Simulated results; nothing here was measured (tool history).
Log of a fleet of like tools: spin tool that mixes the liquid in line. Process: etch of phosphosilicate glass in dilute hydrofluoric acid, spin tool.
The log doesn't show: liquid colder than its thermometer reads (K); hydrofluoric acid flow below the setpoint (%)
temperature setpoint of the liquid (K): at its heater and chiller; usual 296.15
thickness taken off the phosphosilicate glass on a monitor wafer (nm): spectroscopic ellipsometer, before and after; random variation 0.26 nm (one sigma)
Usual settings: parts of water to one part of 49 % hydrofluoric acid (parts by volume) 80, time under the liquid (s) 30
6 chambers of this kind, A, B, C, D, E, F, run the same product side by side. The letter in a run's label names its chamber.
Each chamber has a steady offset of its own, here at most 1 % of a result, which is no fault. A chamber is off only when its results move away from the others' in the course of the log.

run   hour  temperature setpoint of the liquid (K)  parts of water to one part of 49 % hydrofluoric acid (parts by volume)  time under the liquid (s)  hours since the thermometer was replaced  hours since the hydrofluoric acid flow meter was replaced  read-back film thickness of the phosphosilicate glass reference wafer, read on the same gauge (nm)  thickness taken off the phosphosilicate glass on a monitor wafer (nm)
 1D   10.5                                  296.15                                                                      80                         30                                     177.7                                                     2045.8                                                                                              80.000                                                                 34.290
 2E   19.3                                  296.15                                                                      80                         30                                     792.7                                                       97.3                                                                                              80.006                                                                 34.098
 3C   27.0                                  296.15                                                                      80                         30                                     485.9                                                     1605.2                                                                                              80.036                                                                 34.052
 4F   37.0                                  296.15                                                                      80                         30                                     538.5                                                     1658.5                                                                                              79.976                                                                 33.424
 5B   46.9                                  296.15                                                                      80                         30                                    1096.7                                                      754.4                                                                                              80.001                                                                 33.830
 6A   62.0                                  296.15                                                                      80                         30                                     528.3                                                      794.7                                                                                              79.976                                                                 33.776
 7C   74.6                                  296.15                                                                      60                         30                                     533.5                                                     1652.8                                                                                              80.006                                                                 47.162
 8B   86.3                                  296.15                                                                      60                         30                                    1136.1                                                      793.8                                                                                              80.039                                                                 46.837
 9A   96.8                                  296.15                                                                      60                         30                                     563.1                                                      829.5                                                                                              80.005                                                                 46.365
10F  107.3                                  296.15                                                                      60                         30                                     608.8                                                     1728.8                                                                                              79.980                                                                 46.641
11D  118.2                                  296.15                                                                      60                         30                                     285.4                                                     2153.5                                                                                              80.017                                                                 46.424
     118.5  -- chamber C: hydrofluoric acid flow meter replaced
12E  125.1                                  296.15                                                                      60                         30                                     898.5                                                      203.1                                                                                              80.018                                                                 46.450
13F  138.9                                  296.15                                                                      80                         30                                     640.4                                                     1760.4                                                                                              80.014                                                                 33.750
14E  150.1                                  296.15                                                                      80                         30                                     923.5                                                      228.1                                                                                              80.022                                                                 33.801
15D  162.6                                  296.15                                                                      80                         30                                     329.8                                                     2197.9                                                                                              80.036                                                                 34.066
16C  173.8                                  296.15                                                                      80                         15                                     632.7                                                       55.3                                                                                              79.990                                                                 17.185
17A  182.5                                  296.15                                                                      80                         15                                     648.8                                                      915.2                                                                                              79.978                                                                 16.799
18B  194.6                                  296.15                                                                      80                         15                                    1244.4                                                      902.1                                                                                              79.974                                                                 16.774
     208.2  -- chamber D: hydrofluoric acid flow meter replaced
19C  209.3                                  296.15                                                                      80                         15                                     668.2                                                       90.8                                                                                              80.000                                                                 17.109
20F  218.1                                  296.15                                                                      80                         15                                     719.6                                                     1839.6                                                                                              79.999                                                                 17.025
21D  231.3                                  296.15                                                                      80                         15                                     398.5                                                       23.2                                                                                              80.022                                                                 17.089
22E  240.1                                  296.15                                                                      80                         30                                    1013.5                                                      318.1                                                                                              80.015                                                                 33.609
23B  247.2                                  296.15                                                                      80                         30                                    1297.0                                                      954.7                                                                                              79.992                                                                 32.811
24A  259.3                                  296.15                                                                      80                         30                                     725.6                                                      992.0                                                                                              80.016                                                                 33.662
25F  267.1                                  296.15                                                                      45                         30                                     768.6                                                     1888.6                                                                                              79.977                                                                 62.569
     269.3  -- chamber F: thermometer replaced
     270.1  -- chamber E: thermometer replaced
26A  276.4                                  296.15                                                                      45                         30                                     742.7                                                     1009.1                                                                                              79.999                                                                 62.463
27D  284.0                                  296.15                                                                      45                         30                                     451.2                                                       75.9                                                                                              79.982                                                                 61.834
28C  292.2                                  296.15                                                                      45                         30                                     751.1                                                      173.7                                                                                              80.031                                                                 64.335
29E  303.1                                  296.15                                                                      45                         30                                      33.0                                                      381.1                                                                                              80.037                                                                 62.809
30B  316.9                                  296.15                                                                      45                         30                                    1366.7                                                     1024.4                                                                                              79.999                                                                 60.774
31E  331.6                                  296.15                                                                      80                         30                                      61.5                                                      409.6                                                                                              79.972                                                                 33.687
32C  338.5                                  296.15                                                                      80                         30                                     797.4                                                      220.0                                                                                              80.006                                                                 33.902
33F  345.3                                  296.15                                                                      80                         30                                      76.0                                                     1966.8                                                                                              80.033                                                                 33.506
34B  360.5                                  296.15                                                                      80                         30                                    1410.3                                                     1068.0                                                                                              80.020                                                                 32.043
35D  368.5                                  296.15                                                                      80                         30                                     535.7                                                      160.4                                                                                              79.992                                                                 33.910
36A  375.9                                  296.15                                                                      80                         30                                     842.2                                                     1108.6                                                                                              79.988                                                                 33.940
37D  384.2                                  300.65                                                                      95                         30                                     551.4                                                      176.1                                                                                              79.982                                                                 33.521
38E  392.7                                  300.65                                                                      95                         30                                     122.6                                                      470.7                                                                                              80.032                                                                 33.260
39C  402.5                                  300.65                                                                      95                         30                                     861.4                                                      284.0                                                                                              80.003                                                                 33.823
40A  410.2                                  300.65                                                                      95                         30                                     876.5                                                     1142.9                                                                                              80.015                                                                 32.952
     423.8  -- chamber B: hydrofluoric acid flow meter replaced
41B  424.6                                  300.65                                                                      95                         30                                    1474.4                                                        0.9                                                                                              79.991                                                                 30.559
42F  436.7                                  300.65                                                                      95                         30                                     167.4                                                     2058.2                                                                                              79.999                                                                 33.298
43D  447.3                                  296.15                                                                      80                         30                                     614.5                                                      239.2                                                                                              80.005                                                                 34.018
44A  455.4                                  296.15                                                                      80                         30                                     921.7                                                     1188.1                                                                                              80.025                                                                 33.694

All 6 chambers run these settings next. Forecast each chamber's results:
45A  466.6                                  296.15                                                                      80                         30                                                                                                                                                                                                                                                                               ?
45B  466.6                                  296.15                                                                      80                         30                                                                                                                                                                                                                                                                               ?
45C  466.6                                  296.15                                                                      80                         30                                                                                                                                                                                                                                                                               ?
45D  466.6                                  296.15                                                                      80                         30                                                                                                                                                                                                                                                                               ?
45E  466.6                                  296.15                                                                      80                         30                                                                                                                                                                                                                                                                               ?
45F  466.6                                  296.15                                                                      80                         30                                                                                                                                                                                                                                                                               ?

run  thickness taken off the phosphosilicate glass on a monitor wafer (nm)
45A                                                                 33.041
45B                                                                 30.856
45C                                                                 34.279
45D                                                                 34.060
45E                                                                 34.115
45F                                                                 33.849
